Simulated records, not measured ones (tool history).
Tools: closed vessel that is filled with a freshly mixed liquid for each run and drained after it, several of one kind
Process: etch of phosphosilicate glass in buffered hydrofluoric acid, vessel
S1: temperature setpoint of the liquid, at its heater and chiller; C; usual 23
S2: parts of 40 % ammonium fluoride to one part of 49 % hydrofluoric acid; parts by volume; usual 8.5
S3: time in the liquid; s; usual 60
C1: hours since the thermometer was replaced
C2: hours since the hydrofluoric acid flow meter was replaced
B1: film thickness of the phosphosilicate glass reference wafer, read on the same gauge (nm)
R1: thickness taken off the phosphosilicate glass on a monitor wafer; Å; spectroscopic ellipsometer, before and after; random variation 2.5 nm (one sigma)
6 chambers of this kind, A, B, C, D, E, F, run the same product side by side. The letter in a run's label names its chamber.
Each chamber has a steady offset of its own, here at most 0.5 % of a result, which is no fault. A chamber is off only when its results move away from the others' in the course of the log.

run,day,S1,S2,S3,C1,C2,B1,R1
1A,0.188,23,8.5,60,287.9,296.2,139.98,2769.9
2D,0.367,23,8.5,60,2518.2,131.4,140,2745.5
3C,0.604,23,8.5,60,478.4,2455.7,140.01,2776.6
# day 0.612: chamber F: thermometer replaced
4F,0.8,23,8.5,60,4.6,303.2,140.02,2751.3
5B,1.05,23,8.5,60,698.7,105,140,2788.1
6E,1.279,23,8.5,60,969.5,314.4,140.02,2712.1
7A,1.504,23,8.5,30,319.5,327.8,139.95,1351.2
8B,1.671,23,8.5,30,713.6,119.9,140.04,1352.9
9E,1.946,23,8.5,30,985.5,330.4,140.04,1383.8
# day 2.029: chamber C: hydrofluoric acid flow meter replaced
10C,2.158,23,8.5,30,515.7,3.2,140.01,1364.4
11D,2.317,23,8.5,30,2565,178.2,139.96,1408.4
12F,2.512,23,8.5,30,45.7,344.3,139.98,1395.5
13B,2.7,23,8.5,60,738.3,144.6,140,2778.8
14A,2.9,23,8.5,60,353,361.3,140.01,2728.3
15E,3.204,27.5,10,60,1015.7,360.6,140,3110.1
16F,3.475,27.5,10,60,68.8,367.4,140.01,3102
# day 3.554: chamber B: thermometer replaced
17C,3.621,27.5,10,60,550.8,38.3,139.94,3124
18D,3.825,27.5,10,60,2601.2,214.4,140.02,3173.7
19E,4.096,27.5,10,60,1037.1,382,139.98,3185.9
20D,4.246,27.5,10,60,2611.3,224.5,140.01,3112.4
21C,4.425,23,8.5,60,570.1,57.6,140.02,2747.7
22F,4.642,23,8.5,60,96.8,395.4,140.01,2837.2
23B,4.908,23,8.5,30,32.6,197.6,140.03,1371.6
24A,5.138,23,8.5,30,406.7,415,140.02,1369.6
25F,5.421,23,8.5,30,115.5,414.1,139.99,1411.3
# day 5.542: chamber A: hydrofluoric acid flow meter replaced
26A,5.742,23,8.5,30,421.2,4.8,140,1352.5
27E,6.042,23,8.5,30,1083.8,428.7,140.02,1394.4
# day 6.167: chamber D: thermometer replaced
28D,6.358,23,8.5,30,4.7,275.2,139.97,1382.8
29B,6.617,23,8.5,60,73.6,238.6,139.98,2785.8
30C,6.771,23,8.5,60,626.4,113.9,140.02,2703.2
31F,7.012,23,8.5,60,153.7,452.3,139.98,2884.7
32A,7.246,23,8.5,60,457.3,40.9,139.97,2709.7
33D,7.496,23,7,60,32,302.5,140.03,3410.1
34C,7.75,23,7,60,649.9,137.4,140.02,3433.9
35B,7.967,23,7,60,106,271,140.01,3354
36E,8.179,23,7,60,1135.1,480,140.02,3412
# day 8.421: chamber E: thermometer replaced
37B,8.475,23,7,60,118.2,283.2,139.97,3443.2
38A,8.796,23,7,60,494.5,78.1,140.02,3414.3
39F,9.062,23,8.5,60,202.9,501.5,140.02,2968.5
40D,9.383,19,8.5,60,77.3,347.8,140,2215.3
41E,9.542,19,8.5,60,26.9,512.7,140.02,2172.1
42C,9.758,19,8.5,60,698.1,185.6,140.02,2177.5
43D,9.908,19,8.5,60,89.9,360.4,139.96,2216.9
44A,10.129,19,8.5,60,526.5,110.1,139.99,2178.7

What goes on in this fleet: one chamber off, a drifting gauge, or nothing beyond the chambers' own small offsets? Name the chamber and the cause, if any.

Chamber F drifts away from the others.
Cause: hydrofluoric acid flow above the setpoint (%) = 7.91.
The log may not tell that from: liquid hotter than its thermometer reads (K).

Here are 4 candidates for chamber F's next run, each the usual settings with a change, their results left as question marks. Which one brings its results back in line with what the others give on the usual settings?
In line means no further than this from the other chambers' mean on the usual settings: R1 86 Å
45F-1,10.367,23.5,8.5,60,,,,?
45F-2,10.367,23,8.5,65,,,,?
45F-3,10.367,22.5,8.5,60,,,,?
45F-4,10.367,23,8.5,55,,,,?

The other chambers' mean on the usual settings: R1 2750 Å
run,R1
45F-1,3038.2
45F-2,3202.5
45F-3,2876
45F-4,2709.8
45F-4 brings the chamber back in line.
